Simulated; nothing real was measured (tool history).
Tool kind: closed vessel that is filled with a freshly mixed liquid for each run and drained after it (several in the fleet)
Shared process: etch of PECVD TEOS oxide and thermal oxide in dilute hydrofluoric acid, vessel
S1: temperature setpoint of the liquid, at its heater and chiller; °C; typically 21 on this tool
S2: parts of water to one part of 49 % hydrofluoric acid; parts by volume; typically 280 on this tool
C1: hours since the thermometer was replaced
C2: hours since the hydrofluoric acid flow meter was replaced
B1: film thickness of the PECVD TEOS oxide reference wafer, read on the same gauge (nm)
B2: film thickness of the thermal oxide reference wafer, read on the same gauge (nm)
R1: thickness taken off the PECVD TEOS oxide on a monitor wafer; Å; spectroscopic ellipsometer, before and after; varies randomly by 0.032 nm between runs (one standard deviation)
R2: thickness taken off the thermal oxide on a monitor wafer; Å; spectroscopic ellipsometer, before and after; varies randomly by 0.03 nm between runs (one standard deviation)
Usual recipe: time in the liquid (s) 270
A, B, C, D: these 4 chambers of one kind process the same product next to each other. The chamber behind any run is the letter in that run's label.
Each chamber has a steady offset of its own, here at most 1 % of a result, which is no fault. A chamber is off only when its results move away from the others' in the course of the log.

{"run": "1A", "day": 0.25, "S1": 21, "S2": 280, "time in the liquid (s)": 270, "C1": 1488.2, "C2": 557.2, "B1": 109.98, "B2": 99.985, "R1": 91.24, "R2": 33.602}
{"run": "2B", "day": 0.533, "S1": 21, "S2": 280, "time in the liquid (s)": 270, "C1": 1543.6, "C2": 1044.7, "B1": 109.96, "B2": 100.0, "R1": 91.814, "R2": 33.742}
{"run": "3C", "day": 0.962, "S1": 21, "S2": 280, "time in the liquid (s)": 270, "C1": 606.2, "C2": 178.3, "B1": 110.02, "B2": 100.0, "R1": 91.947, "R2": 33.295}
{"run": "4D", "day": 1.338, "S1": 21, "S2": 280, "time in the liquid (s)": 270, "C1": 1270.5, "C2": 246.7, "B1": 109.99, "B2": 100.01, "R1": 92.361, "R2": 32.647}
{"run": "5D", "day": 1.688, "S1": 21, "S2": 280, "time in the liquid (s)": 270, "C1": 1278.9, "C2": 255.1, "B1": 109.99, "B2": 99.964, "R1": 92.475, "R2": 33.331}
{"run": "6B", "day": 1.883, "S1": 21, "S2": 280, "time in the liquid (s)": 270, "C1": 1576.0, "C2": 1077.1, "B1": 109.98, "B2": 100.03, "R1": 91.658, "R2": 33.289}
{"day": 2.012, "done": "chamber D: thermometer replaced"}
{"run": "7A", "day": 2.138, "S1": 21, "S2": 280, "time in the liquid (s)": 270, "C1": 1533.5, "C2": 602.5, "B1": 109.98, "B2": 99.991, "R1": 91.827, "R2": 33.591}
{"run": "8C", "day": 2.367, "S1": 21, "S2": 280, "time in the liquid (s)": 270, "C1": 639.9, "C2": 212.0, "B1": 110.0, "B2": 100.03, "R1": 91.433, "R2": 33.536}
{"run": "9D", "day": 2.629, "S1": 21, "S2": 280, "time in the liquid (s)": 270, "C1": 14.9, "C2": 277.7, "B1": 110.02, "B2": 99.997, "R1": 93.334, "R2": 33.951}
{"run": "10B", "day": 2.929, "S1": 21, "S2": 280, "time in the liquid (s)": 270, "C1": 1601.1, "C2": 1102.2, "B1": 110.01, "B2": 99.998, "R1": 91.25, "R2": 34.103}
{"run": "11C", "day": 3.342, "S1": 21, "S2": 280, "time in the liquid (s)": 270, "C1": 663.3, "C2": 235.4, "B1": 109.98, "B2": 100.0, "R1": 91.673, "R2": 33.493}
{"run": "12A", "day": 3.654, "S1": 21, "S2": 280, "time in the liquid (s)": 270, "C1": 1569.9, "C2": 638.9, "B1": 110.03, "B2": 100.03, "R1": 91.72, "R2": 33.138}
{"run": "13C", "day": 3.979, "S1": 21, "S2": 330, "time in the liquid (s)": 365, "C1": 678.6, "C2": 250.7, "B1": 110.01, "B2": 100.04, "R1": 101.6, "R2": 36.768}
{"run": "14D", "day": 4.271, "S1": 21, "S2": 330, "time in the liquid (s)": 365, "C1": 54.3, "C2": 317.1, "B1": 109.99, "B2": 99.981, "R1": 101.1, "R2": 36.975}
{"run": "15A", "day": 4.562, "S1": 21, "S2": 330, "time in the liquid (s)": 365, "C1": 1591.7, "C2": 660.7, "B1": 110.02, "B2": 99.989, "R1": 100.47, "R2": 36.875}
{"run": "16B", "day": 4.833, "S1": 21, "S2": 330, "time in the liquid (s)": 365, "C1": 1646.8, "C2": 1147.9, "B1": 110.03, "B2": 100.0, "R1": 100.47, "R2": 36.67}
{"run": "17B", "day": 5.071, "S1": 21, "S2": 280, "time in the liquid (s)": 270, "C1": 1652.5, "C2": 1153.6, "B1": 110.0, "B2": 99.998, "R1": 91.804, "R2": 33.994}
{"run": "18C", "day": 5.5, "S1": 17, "S2": 280, "time in the liquid (s)": 270, "C1": 715.1, "C2": 287.2, "B1": 110.01, "B2": 100.05, "R1": 79.146, "R2": 28.597}
{"run": "19A", "day": 5.912, "S1": 17, "S2": 280, "time in the liquid (s)": 270, "C1": 1624.1, "C2": 693.1, "B1": 109.98, "B2": 99.997, "R1": 79.006, "R2": 29.349}
{"run": "20D", "day": 6.3, "S1": 17, "S2": 280, "time in the liquid (s)": 270, "C1": 103.0, "C2": 365.8, "B1": 110.02, "B2": 99.988, "R1": 79.983, "R2": 28.584}
{"run": "21D", "day": 6.675, "S1": 17, "S2": 280, "time in the liquid (s)": 270, "C1": 112.0, "C2": 374.8, "B1": 110.01, "B2": 99.985, "R1": 80.358, "R2": 28.417}
{"run": "22B", "day": 6.988, "S1": 21, "S2": 280, "time in the liquid (s)": 270, "C1": 1698.5, "C2": 1199.6, "B1": 109.99, "B2": 99.986, "R1": 91.617, "R2": 33.864}
{"run": "23C", "day": 7.338, "S1": 21, "S2": 280, "time in the liquid (s)": 270, "C1": 759.2, "C2": 331.3, "B1": 110.03, "B2": 100.01, "R1": 92.081, "R2": 33.887}
{"run": "24A", "day": 7.675, "S1": 21, "S2": 280, "time in the liquid (s)": 270, "C1": 1666.4, "C2": 735.4, "B1": 109.97, "B2": 100.04, "R1": 91.267, "R2": 33.609}
{"run": "25A", "day": 8.046, "S1": 21, "S2": 280, "time in the liquid (s)": 270, "C1": 1675.3, "C2": 744.3, "B1": 110.0, "B2": 99.991, "R1": 91.803, "R2": 33.452}
{"run": "26B", "day": 8.258, "S1": 21, "S2": 280, "time in the liquid (s)": 270, "C1": 1729.0, "C2": 1230.1, "B1": 109.99, "B2": 100.02, "R1": 91.414, "R2": 32.999}
{"run": "27C", "day": 8.588, "S1": 21, "S2": 280, "time in the liquid (s)": 270, "C1": 789.2, "C2": 361.3, "B1": 110.0, "B2": 100.02, "R1": 91.278, "R2": 33.95}
{"run": "28D", "day": 8.988, "S1": 21, "S2": 280, "time in the liquid (s)": 270, "C1": 167.5, "C2": 430.3, "B1": 109.97, "B2": 100.01, "R1": 92.72, "R2": 32.622}
{"run": "29A", "day": 9.342, "S1": 21, "S2": 280, "time in the liquid (s)": 270, "C1": 1706.4, "C2": 775.4, "B1": 109.99, "B2": 100.01, "R1": 91.725, "R2": 33.852}
{"run": "30D", "day": 9.721, "S1": 21, "S2": 280, "time in the liquid (s)": 270, "C1": 185.1, "C2": 447.9, "B1": 110.0, "B2": 100.02, "R1": 92.812, "R2": 33.257}
{"run": "31B", "day": 10.129, "S1": 17, "S2": 280, "time in the liquid (s)": 270, "C1": 1773.9, "C2": 1275.0, "B1": 109.98, "B2": 100.01, "R1": 78.91, "R2": 28.949}

The same settings go to every chamber for the next run, one line per chamber below. Forecast the results for each:
{"run": "32A", "day": 10.442, "S1": 21, "S2": 280, "time in the liquid (s)": 270, "R1": "?", "R2": "?"}
{"run": "32B", "day": 10.442, "S1": 21, "S2": 280, "time in the liquid (s)": 270, "R1": "?", "R2": "?"}
{"run": "32C", "day": 10.442, "S1": 21, "S2": 280, "time in the liquid (s)": 270, "R1": "?", "R2": "?"}
{"run": "32D", "day": 10.442, "S1": 21, "S2": 280, "time in the liquid (s)": 270, "R1": "?", "R2": "?"}

run=32A R1=91.959 R2=34.093
run=32B R1=92.019 R2=33.724
run=32C R1=91.509 R2=33.259
run=32D R1=92.607 R2=32.931
